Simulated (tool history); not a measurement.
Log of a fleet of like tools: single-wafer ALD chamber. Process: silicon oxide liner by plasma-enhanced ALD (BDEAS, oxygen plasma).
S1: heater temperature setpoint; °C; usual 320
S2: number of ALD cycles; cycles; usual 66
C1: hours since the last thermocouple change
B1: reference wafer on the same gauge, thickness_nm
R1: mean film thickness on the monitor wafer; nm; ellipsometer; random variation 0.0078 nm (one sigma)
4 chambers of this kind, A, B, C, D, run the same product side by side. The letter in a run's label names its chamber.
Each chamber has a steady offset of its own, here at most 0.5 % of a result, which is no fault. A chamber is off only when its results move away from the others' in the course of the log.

run	hour	S1	S2	C1	B1	R1
1A	7	320	66	2190	5.7205	5.9371
2B	18.2	320	66	768.5	5.7212	5.987
3C	30.9	320	66	753.4	5.7235	5.9608
4D	38.1	320	66	364.4	5.7251	5.9781
5A	47.3	308	54	2230.3	5.7266	4.9569
6B	55.4	308	54	805.7	5.7261	4.9888
7C	62.3	308	54	784.8	5.7277	4.9773
8D	73	308	54	399.3	5.7293	4.9877
9B	81.9	320	66	832.2	5.7309	5.9844
10A	91.1	320	66	2274.1	5.7317	5.9386
11D	103.5	320	66	429.8	5.7326	5.9812
12C	110	320	66	832.5	5.7329	5.9699
13C	117.9	320	66	840.4	5.7331	5.9781
14B	128.5	320	66	878.8	5.7352	5.9874
15A	140.3	320	66	2323.3	5.7374	5.9768
16D	149.7	320	66	476	5.7394	5.9873
17D	162.3	320	66	488.6	5.7392	6.0118
18A	171.7	320	66	2354.7	5.7446	5.9702
19C	183	320	66	905.5	5.7422	5.9695
20B	190.4	320	66	940.7	5.7423	5.9948
21C	202.5	309	72	925	5.7468	6.6458
22B	215.4	309	72	965.7	5.75	6.6635
23A	223.7	309	72	2406.7	5.7482	6.625
24D	230.9	309	72	557.2	5.7482	6.6566
25D	237.1	320	66	563.4	5.7486	6.0121

All 4 chambers run these settings next. Forecast each chamber's results:
26A	246.5	320	66			?
26B	246.5	320	66			?
26C	246.5	320	66			?
26D	246.5	320	66			?

run	R1
26A	5.9955
26B	6.0134
26C	5.986
26D	5.9919

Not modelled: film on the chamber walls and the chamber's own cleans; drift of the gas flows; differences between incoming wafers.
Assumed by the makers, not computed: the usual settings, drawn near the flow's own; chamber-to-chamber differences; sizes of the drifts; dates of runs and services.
